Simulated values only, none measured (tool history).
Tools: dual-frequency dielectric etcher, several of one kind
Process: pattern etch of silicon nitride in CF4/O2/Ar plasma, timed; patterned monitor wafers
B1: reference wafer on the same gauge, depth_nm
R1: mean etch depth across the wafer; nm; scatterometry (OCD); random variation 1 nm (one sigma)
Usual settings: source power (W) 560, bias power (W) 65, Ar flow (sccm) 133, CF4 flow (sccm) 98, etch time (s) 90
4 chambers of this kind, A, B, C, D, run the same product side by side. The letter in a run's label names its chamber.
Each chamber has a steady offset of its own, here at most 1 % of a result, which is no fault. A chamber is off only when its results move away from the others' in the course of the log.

run 1C hour=2.9 | source_power_(W)=560 bias_power_(W)=65 Ar_flow_(sccm)=133 CF4_flow_(sccm)=98 etch_time_(s)=90 | B1=221.06 | R1=198.87
run 2B hour=5.9 | source_power_(W)=560 bias_power_(W)=65 Ar_flow_(sccm)=133 CF4_flow_(sccm)=98 etch_time_(s)=90 | B1=221.08 | R1=197.42
run 3D hour=10.5 | source_power_(W)=560 bias_power_(W)=65 Ar_flow_(sccm)=133 CF4_flow_(sccm)=98 etch_time_(s)=90 | B1=220.94 | R1=201.64
run 4A hour=14.3 | source_power_(W)=560 bias_power_(W)=65 Ar_flow_(sccm)=133 CF4_flow_(sccm)=98 etch_time_(s)=90 | B1=220.93 | R1=201.15
run 5B hour=19.1 | source_power_(W)=560 bias_power_(W)=65 Ar_flow_(sccm)=133 CF4_flow_(sccm)=98 etch_time_(s)=90 | B1=221.09 | R1=199.13
run 6A hour=21.8 | source_power_(W)=560 bias_power_(W)=65 Ar_flow_(sccm)=133 CF4_flow_(sccm)=98 etch_time_(s)=90 | B1=221.18 | R1=202.72
run 7D hour=25.1 | source_power_(W)=560 bias_power_(W)=65 Ar_flow_(sccm)=133 CF4_flow_(sccm)=98 etch_time_(s)=90 | B1=220.99 | R1=201.61
run 8C hour=29.7 | source_power_(W)=560 bias_power_(W)=65 Ar_flow_(sccm)=133 CF4_flow_(sccm)=98 etch_time_(s)=90 | B1=220.69 | R1=200.47
run 9D hour=32.5 | source_power_(W)=560 bias_power_(W)=65 Ar_flow_(sccm)=133 CF4_flow_(sccm)=98 etch_time_(s)=90 | B1=221.06 | R1=202.49
run 10C hour=35.7 | source_power_(W)=560 bias_power_(W)=65 Ar_flow_(sccm)=133 CF4_flow_(sccm)=98 etch_time_(s)=90 | B1=221.13 | R1=200.38
run 11A hour=38.7 | source_power_(W)=560 bias_power_(W)=65 Ar_flow_(sccm)=133 CF4_flow_(sccm)=98 etch_time_(s)=90 | B1=220.8 | R1=203.88
run 12B hour=41.3 | source_power_(W)=560 bias_power_(W)=65 Ar_flow_(sccm)=133 CF4_flow_(sccm)=98 etch_time_(s)=90 | B1=220.84 | R1=199.47
run 13D hour=45.4 | source_power_(W)=560 bias_power_(W)=65 Ar_flow_(sccm)=133 CF4_flow_(sccm)=98 etch_time_(s)=90 | B1=220.72 | R1=202.44
run 14C hour=50 | source_power_(W)=560 bias_power_(W)=65 Ar_flow_(sccm)=133 CF4_flow_(sccm)=98 etch_time_(s)=90 | B1=220.75 | R1=200.81
run 15B hour=54.4 | source_power_(W)=670 bias_power_(W)=51 Ar_flow_(sccm)=133 CF4_flow_(sccm)=98 etch_time_(s)=90 | B1=220.91 | R1=211.26
run 16A hour=58.5 | source_power_(W)=670 bias_power_(W)=51 Ar_flow_(sccm)=133 CF4_flow_(sccm)=98 etch_time_(s)=90 | B1=221.01 | R1=214.37
run 17D hour=62.2 | source_power_(W)=670 bias_power_(W)=51 Ar_flow_(sccm)=133 CF4_flow_(sccm)=98 etch_time_(s)=90 | B1=220.93 | R1=212.98
run 18C hour=64.9 | source_power_(W)=670 bias_power_(W)=51 Ar_flow_(sccm)=133 CF4_flow_(sccm)=98 etch_time_(s)=90 | B1=221.36 | R1=210.21
run 19B hour=68.9 | source_power_(W)=560 bias_power_(W)=65 Ar_flow_(sccm)=133 CF4_flow_(sccm)=98 etch_time_(s)=90 | B1=221.2 | R1=200.08
run 20A hour=72.8 | source_power_(W)=560 bias_power_(W)=65 Ar_flow_(sccm)=133 CF4_flow_(sccm)=98 etch_time_(s)=90 | B1=221.26 | R1=202.21
-- hour=76.4 chamber C: wet clean of the chamber
run 21B hour=78 | source_power_(W)=560 bias_power_(W)=65 Ar_flow_(sccm)=133 CF4_flow_(sccm)=98 etch_time_(s)=90 | B1=221.11 | R1=196.82
run 22D hour=82.2 | source_power_(W)=560 bias_power_(W)=65 Ar_flow_(sccm)=133 CF4_flow_(sccm)=98 etch_time_(s)=90 | B1=221.03 | R1=201.85
run 23C hour=84.8 | source_power_(W)=560 bias_power_(W)=65 Ar_flow_(sccm)=133 CF4_flow_(sccm)=98 etch_time_(s)=90 | B1=221.22 | R1=201.28
run 24A hour=90.1 | source_power_(W)=560 bias_power_(W)=65 Ar_flow_(sccm)=133 CF4_flow_(sccm)=98 etch_time_(s)=90 | B1=221.09 | R1=201.3
run 25D hour=93 | source_power_(W)=560 bias_power_(W)=65 Ar_flow_(sccm)=133 CF4_flow_(sccm)=98 etch_time_(s)=90 | B1=220.94 | R1=203.01
run 26C hour=97.1 | source_power_(W)=560 bias_power_(W)=65 Ar_flow_(sccm)=133 CF4_flow_(sccm)=98 etch_time_(s)=90 | B1=220.87 | R1=199.93
run 27A hour=99.6 | source_power_(W)=560 bias_power_(W)=65 Ar_flow_(sccm)=133 CF4_flow_(sccm)=98 etch_time_(s)=90 | B1=221.23 | R1=203.32
run 28B hour=104.9 | source_power_(W)=560 bias_power_(W)=65 Ar_flow_(sccm)=133 CF4_flow_(sccm)=98 etch_time_(s)=90 | B1=221.03 | R1=199.28
run 29A hour=109 | source_power_(W)=560 bias_power_(W)=65 Ar_flow_(sccm)=133 CF4_flow_(sccm)=98 etch_time_(s)=90 | B1=220.99 | R1=202.2
-- hour=111.9 chamber D: wet clean of the chamber
run 30D hour=112.3 | source_power_(W)=560 bias_power_(W)=65 Ar_flow_(sccm)=133 CF4_flow_(sccm)=98 etch_time_(s)=90 | B1=220.66 | R1=200.97
run 31C hour=115.7 | source_power_(W)=560 bias_power_(W)=77 Ar_flow_(sccm)=133 CF4_flow_(sccm)=77 etch_time_(s)=90 | B1=221.31 | R1=209.79
run 32B hour=119.4 | source_power_(W)=560 bias_power_(W)=77 Ar_flow_(sccm)=133 CF4_flow_(sccm)=77 etch_time_(s)=90 | B1=220.94 | R1=207.9
run 33B hour=124.4 | source_power_(W)=560 bias_power_(W)=77 Ar_flow_(sccm)=133 CF4_flow_(sccm)=77 etch_time_(s)=90 | B1=221 | R1=207.59
run 34D hour=128.4 | source_power_(W)=560 bias_power_(W)=77 Ar_flow_(sccm)=133 CF4_flow_(sccm)=77 etch_time_(s)=90 | B1=220.91 | R1=210.81
run 35C hour=133.1 | source_power_(W)=560 bias_power_(W)=65 Ar_flow_(sccm)=133 CF4_flow_(sccm)=98 etch_time_(s)=90 | B1=221.32 | R1=201.92
run 36A hour=137.8 | source_power_(W)=560 bias_power_(W)=65 Ar_flow_(sccm)=133 CF4_flow_(sccm)=98 etch_time_(s)=90 | B1=221.22 | R1=201.54
run 37D hour=141.7 | source_power_(W)=620 bias_power_(W)=65 Ar_flow_(sccm)=103 CF4_flow_(sccm)=98 etch_time_(s)=90 | B1=221.3 | R1=229
run 38C hour=144.9 | source_power_(W)=620 bias_power_(W)=65 Ar_flow_(sccm)=103 CF4_flow_(sccm)=98 etch_time_(s)=90 | B1=220.94 | R1=225.8
run 39B hour=147.6 | source_power_(W)=620 bias_power_(W)=65 Ar_flow_(sccm)=103 CF4_flow_(sccm)=98 etch_time_(s)=90 | B1=221.11 | R1=224.06
run 40A hour=152.9 | source_power_(W)=620 bias_power_(W)=65 Ar_flow_(sccm)=103 CF4_flow_(sccm)=98 etch_time_(s)=90 | B1=221.14 | R1=226.44
run 41B hour=157.7 | source_power_(W)=560 bias_power_(W)=65 Ar_flow_(sccm)=133 CF4_flow_(sccm)=98 etch_time_(s)=90 | B1=220.97 | R1=199.98
run 42D hour=162.8 | source_power_(W)=560 bias_power_(W)=65 Ar_flow_(sccm)=133 CF4_flow_(sccm)=98 etch_time_(s)=90 | B1=220.52 | R1=201.04

Next, every chamber runs the same settings. What will each give?
run 43A hour=166.8 | source_power_(W)=560 bias_power_(W)=65 Ar_flow_(sccm)=133 CF4_flow_(sccm)=98 etch_time_(s)=90 | R1=?
run 43B hour=166.8 | source_power_(W)=560 bias_power_(W)=65 Ar_flow_(sccm)=133 CF4_flow_(sccm)=98 etch_time_(s)=90 | R1=?
run 43C hour=166.8 | source_power_(W)=560 bias_power_(W)=65 Ar_flow_(sccm)=133 CF4_flow_(sccm)=98 etch_time_(s)=90 | R1=?
run 43D hour=166.8 | source_power_(W)=560 bias_power_(W)=65 Ar_flow_(sccm)=133 CF4_flow_(sccm)=98 etch_time_(s)=90 | R1=?

run=43A R1=201.03
run=43B R1=200.3
run=43C R1=199.08
run=43D R1=202.83
